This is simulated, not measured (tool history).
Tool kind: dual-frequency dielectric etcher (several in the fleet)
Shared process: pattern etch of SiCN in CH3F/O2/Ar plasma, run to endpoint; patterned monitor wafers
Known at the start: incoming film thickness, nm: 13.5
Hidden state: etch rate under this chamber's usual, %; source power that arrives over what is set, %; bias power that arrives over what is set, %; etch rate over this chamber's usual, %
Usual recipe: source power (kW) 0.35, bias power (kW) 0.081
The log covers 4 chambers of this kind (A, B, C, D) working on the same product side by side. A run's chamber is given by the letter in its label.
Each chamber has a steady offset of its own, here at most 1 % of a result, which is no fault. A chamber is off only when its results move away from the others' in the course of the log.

| run | hour | source power (kW) | bias power (kW) | hours since the last wet clean | hours since the last source power generator calibration | hours since the last bias power generator calibration | endpoint time (s) |
|---|---|---|---|---|---|---|---|
| 1B | 5.9 | 0.35 | 0.081 | 259.4 | 114.7 | 3502.6 | 36.378 |
| 2C | 14.6 | 0.35 | 0.081 | 123.6 | 657.3 | 2459.8 | 36.036 |
| 3A | 23.3 | 0.35 | 0.081 | 356 | 2524.3 | 1816.7 | 36.566 |
| 4D | 34 | 0.35 | 0.081 | 440.3 | 3673.2 | 1589.6 | 35.568 |
| 5B | 40.6 | 0.35 | 0.081 | 294.1 | 149.4 | 3537.3 | 36.376 |
| 6D | 48.2 | 0.35 | 0.081 | 454.5 | 3687.4 | 1603.8 | 35.797 |
| 7A | 56.7 | 0.35 | 0.081 | 389.4 | 2557.7 | 1850.1 | 36.226 |
| 8C | 63.6 | 0.35 | 0.081 | 172.6 | 706.3 | 2508.8 | 35.917 |
| 9A | 69.5 | 0.35 | 0.081 | 402.2 | 2570.5 | 1862.9 | 35.804 |
| 10D | 79.5 | 0.35 | 0.081 | 485.8 | 3718.7 | 1635.1 | 35.939 |
|  | 82.7 | chamber B: bias power generator calibrated |
| 11B | 85.1 | 0.35 | 0.081 | 338.6 | 193.9 | 2.4 | 36.739 |
| 12C | 92.4 | 0.35 | 0.07 | 201.4 | 735.1 | 2537.6 | 38.724 |
| 13B | 98.1 | 0.35 | 0.07 | 351.6 | 206.9 | 15.4 | 37.548 |
| 14C | 105.1 | 0.35 | 0.07 | 214.1 | 747.8 | 2550.3 | 38.883 |
| 15A | 111.1 | 0.35 | 0.07 | 443.8 | 2612.1 | 1904.5 | 38.105 |
| 16D | 122.5 | 0.35 | 0.081 | 528.8 | 3761.7 | 1678.1 | 35.337 |
| 17B | 130.5 | 0.35 | 0.081 | 384 | 239.3 | 47.8 | 35.937 |
| 18C | 137.4 | 0.35 | 0.081 | 246.4 | 780.1 | 2582.6 | 35.669 |
| 19D | 147 | 0.35 | 0.081 | 553.3 | 3786.2 | 1702.6 | 35.958 |
| 20A | 158.1 | 0.35 | 0.081 | 490.8 | 2659.1 | 1951.5 | 35.905 |
| 21A | 166.2 | 0.35 | 0.1 | 498.9 | 2667.2 | 1959.6 | 33.783 |
| 22B | 175.9 | 0.35 | 0.1 | 429.4 | 284.7 | 93.2 | 33.791 |
| 23C | 181.5 | 0.35 | 0.1 | 290.5 | 824.2 | 2626.7 | 33.743 |
| 24D | 187.2 | 0.35 | 0.1 | 593.5 | 3826.4 | 1742.8 | 32.346 |
| 25C | 193.3 | 0.35 | 0.081 | 302.3 | 836 | 2638.5 | 37.011 |
| 26D | 198.9 | 0.35 | 0.081 | 605.2 | 3838.1 | 1754.5 | 35.615 |
| 27A | 208.4 | 0.35 | 0.081 | 541.1 | 2709.4 | 2001.8 | 36.115 |
| 28B | 214.1 | 0.35 | 0.09 | 467.6 | 322.9 | 131.4 | 34.887 |
| 29C | 221.5 | 0.35 | 0.09 | 330.5 | 864.2 | 2666.7 | 34.713 |
|  | 226.6 | chamber B: wet clean of the chamber |
| 30A | 226.8 | 0.35 | 0.09 | 559.5 | 2727.8 | 2020.2 | 35.125 |
|  | 227.8 | chamber A: wet clean of the chamber |
| 31D | 235.3 | 0.35 | 0.09 | 641.6 | 3874.5 | 1790.9 | 33.655 |
| 32B | 243.9 | 0.35 | 0.081 | 17.3 | 352.7 | 161.2 | 35.878 |
| 33D | 251.8 | 0.35 | 0.081 | 658.1 | 3891 | 1807.4 | 34.984 |
| 34B | 260.6 | 0.28 | 0.081 | 34 | 369.4 | 177.9 | 39.202 |
| 35C | 269.8 | 0.28 | 0.081 | 378.8 | 912.5 | 2715 | 39.62 |
| 36A | 279.1 | 0.28 | 0.081 | 51.3 | 2780.1 | 2072.5 | 39.792 |
| 37D | 284.9 | 0.28 | 0.081 | 691.2 | 3924.1 | 1840.5 | 37.443 |
| 38B | 290.1 | 0.43 | 0.069 | 63.5 | 398.9 | 207.4 | 35.65 |
|  | 294.5 | chamber C: wet clean of the chamber |
| 39C | 297.6 | 0.43 | 0.069 | 3.1 | 940.3 | 2742.8 | 35.081 |

Each of the 4 chambers runs these same settings next. Fill in every chamber's results:
| 40A | 305.8 | 0.35 | 0.081 |  |  |  | ? |
| 40B | 305.8 | 0.35 | 0.081 |  |  |  | ? |
| 40C | 305.8 | 0.35 | 0.081 |  |  |  | ? |
| 40D | 305.8 | 0.35 | 0.081 |  |  |  | ? |

| run | endpoint time (s) |
|---|---|
| 40A | 36.386 |
| 40B | 36.687 |
| 40C | 36.554 |
| 40D | 34.801 |
